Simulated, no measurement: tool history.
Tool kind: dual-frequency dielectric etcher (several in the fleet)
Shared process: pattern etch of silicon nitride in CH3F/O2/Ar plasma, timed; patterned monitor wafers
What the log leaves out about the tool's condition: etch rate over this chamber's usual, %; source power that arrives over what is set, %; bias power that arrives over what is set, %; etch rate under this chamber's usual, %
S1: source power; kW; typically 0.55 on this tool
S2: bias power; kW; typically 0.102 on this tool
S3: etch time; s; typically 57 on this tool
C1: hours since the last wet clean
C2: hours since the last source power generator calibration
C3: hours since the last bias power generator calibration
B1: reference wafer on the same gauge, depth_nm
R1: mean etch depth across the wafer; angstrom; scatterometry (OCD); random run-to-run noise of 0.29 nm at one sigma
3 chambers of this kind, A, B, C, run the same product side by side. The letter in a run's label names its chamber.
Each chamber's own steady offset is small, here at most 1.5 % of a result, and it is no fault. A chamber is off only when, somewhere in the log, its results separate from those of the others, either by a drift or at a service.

run 1C day=0.15 | S1=0.55 S2=0.102 S3=57 | C1=406.9 C2=696.4 C3=1296.1 | B1=51.952 | R1=507.08
run 2A day=0.296 | S1=0.55 S2=0.102 S3=57 | C1=499.9 C2=758.5 C3=139.3 | B1=51.96 | R1=515.28
run 3B day=0.496 | S1=0.55 S2=0.102 S3=57 | C1=295.8 C2=2793.5 C3=520.7 | B1=51.912 | R1=510.97
run 4C day=0.667 | S1=0.55 S2=0.102 S3=57 | C1=419.3 C2=708.8 C3=1308.5 | B1=51.907 | R1=507.34
run 5B day=0.808 | S1=0.55 S2=0.102 S3=57 | C1=303.3 C2=2801 C3=528.2 | B1=51.965 | R1=507.89
run 6A day=0.908 | S1=0.55 S2=0.102 S3=57 | C1=514.6 C2=773.2 C3=154 | B1=51.986 | R1=516.33
run 7C day=1.042 | S1=0.55 S2=0.102 S3=57 | C1=428.3 C2=717.8 C3=1317.5 | B1=51.905 | R1=505.05
run 8A day=1.158 | S1=0.55 S2=0.102 S3=57 | C1=520.6 C2=779.2 C3=160 | B1=51.849 | R1=510.93
run 9B day=1.275 | S1=0.55 S2=0.102 S3=57 | C1=314.5 C2=2812.2 C3=539.4 | B1=51.867 | R1=507.76
run 10C day=1.388 | S1=0.55 S2=0.102 S3=57 | C1=436.6 C2=726.1 C3=1325.8 | B1=51.876 | R1=508.04
run 11A day=1.558 | S1=0.55 S2=0.102 S3=57 | C1=530.2 C2=788.8 C3=169.6 | B1=51.976 | R1=509.78
-- day=1.721 chamber C: wet clean of the chamber
run 12B day=1.733 | S1=0.55 S2=0.102 S3=57 | C1=325.5 C2=2823.2 C3=550.4 | B1=51.867 | R1=504.7
run 13C day=1.904 | S1=0.55 S2=0.102 S3=57 | C1=4.5 C2=738.5 C3=1338.2 | B1=51.913 | R1=484
run 14A day=2.004 | S1=0.55 S2=0.102 S3=57 | C1=540.9 C2=799.5 C3=180.3 | B1=51.837 | R1=519.31
run 15B day=2.179 | S1=0.55 S2=0.102 S3=57 | C1=336.2 C2=2833.9 C3=561.1 | B1=51.887 | R1=509.35
run 16B day=2.333 | S1=0.55 S2=0.102 S3=57 | C1=339.9 C2=2837.6 C3=564.8 | B1=51.871 | R1=508.11
-- day=2.442 chamber A: wet clean of the chamber
run 17A day=2.467 | S1=0.55 S2=0.102 S3=57 | C1=0.6 C2=810.6 C3=191.4 | B1=51.892 | R1=511.41
run 18C day=2.621 | S1=0.55 S2=0.102 S3=57 | C1=21.7 C2=755.7 C3=1355.4 | B1=51.9 | R1=478.07
run 19C day=2.783 | S1=0.55 S2=0.102 S3=57 | C1=25.6 C2=759.6 C3=1359.3 | B1=51.925 | R1=485.15
run 20A day=2.946 | S1=0.55 S2=0.102 S3=57 | C1=12.1 C2=822.1 C3=202.9 | B1=51.886 | R1=515.48
run 21B day=3.054 | S1=0.55 S2=0.102 S3=57 | C1=357.2 C2=2854.9 C3=582.1 | B1=51.816 | R1=512.95
run 22C day=3.175 | S1=0.55 S2=0.102 S3=57 | C1=35 C2=769 C3=1368.7 | B1=51.948 | R1=483.68
run 23A day=3.296 | S1=0.55 S2=0.102 S3=57 | C1=20.5 C2=830.5 C3=211.3 | B1=51.906 | R1=514.3
run 24B day=3.471 | S1=0.55 S2=0.102 S3=57 | C1=367.2 C2=2864.9 C3=592.1 | B1=51.955 | R1=511.51
run 25B day=3.633 | S1=0.55 S2=0.102 S3=57 | C1=371.1 C2=2868.8 C3=596 | B1=51.812 | R1=512.62
run 26A day=3.796 | S1=0.55 S2=0.102 S3=57 | C1=32.5 C2=842.5 C3=223.3 | B1=51.92 | R1=510.89
run 27C day=3.967 | S1=0.55 S2=0.102 S3=57 | C1=54 C2=788 C3=1387.7 | B1=51.903 | R1=482.53
run 28B day=4.158 | S1=0.55 S2=0.102 S3=57 | C1=383.7 C2=2881.4 C3=608.6 | B1=51.906 | R1=510.27
run 29A day=4.258 | S1=0.55 S2=0.102 S3=57 | C1=43.6 C2=853.6 C3=234.4 | B1=51.825 | R1=516.13
run 30C day=4.462 | S1=0.55 S2=0.094 S3=66 | C1=65.9 C2=799.9 C3=1399.6 | B1=51.863 | R1=540.25
run 31B day=4.6 | S1=0.55 S2=0.094 S3=66 | C1=394.3 C2=2892 C3=619.2 | B1=51.833 | R1=575.91
run 32C day=4.746 | S1=0.55 S2=0.094 S3=66 | C1=72.7 C2=806.7 C3=1406.4 | B1=52.004 | R1=544.08
run 33A day=4.929 | S1=0.55 S2=0.102 S3=57 | C1=59.7 C2=869.7 C3=250.5 | B1=52.012 | R1=510.06

All chambers now run identical settings, listed one chamber a line with results as question marks. What results will each chamber show?
run 34A day=5.075 | S1=0.55 S2=0.102 S3=57 | R1=?
run 34B day=5.075 | S1=0.55 S2=0.102 S3=57 | R1=?
run 34C day=5.075 | S1=0.55 S2=0.102 S3=57 | R1=?

run=34A R1=515.1
run=34B R1=509.24
run=34C R1=477.85
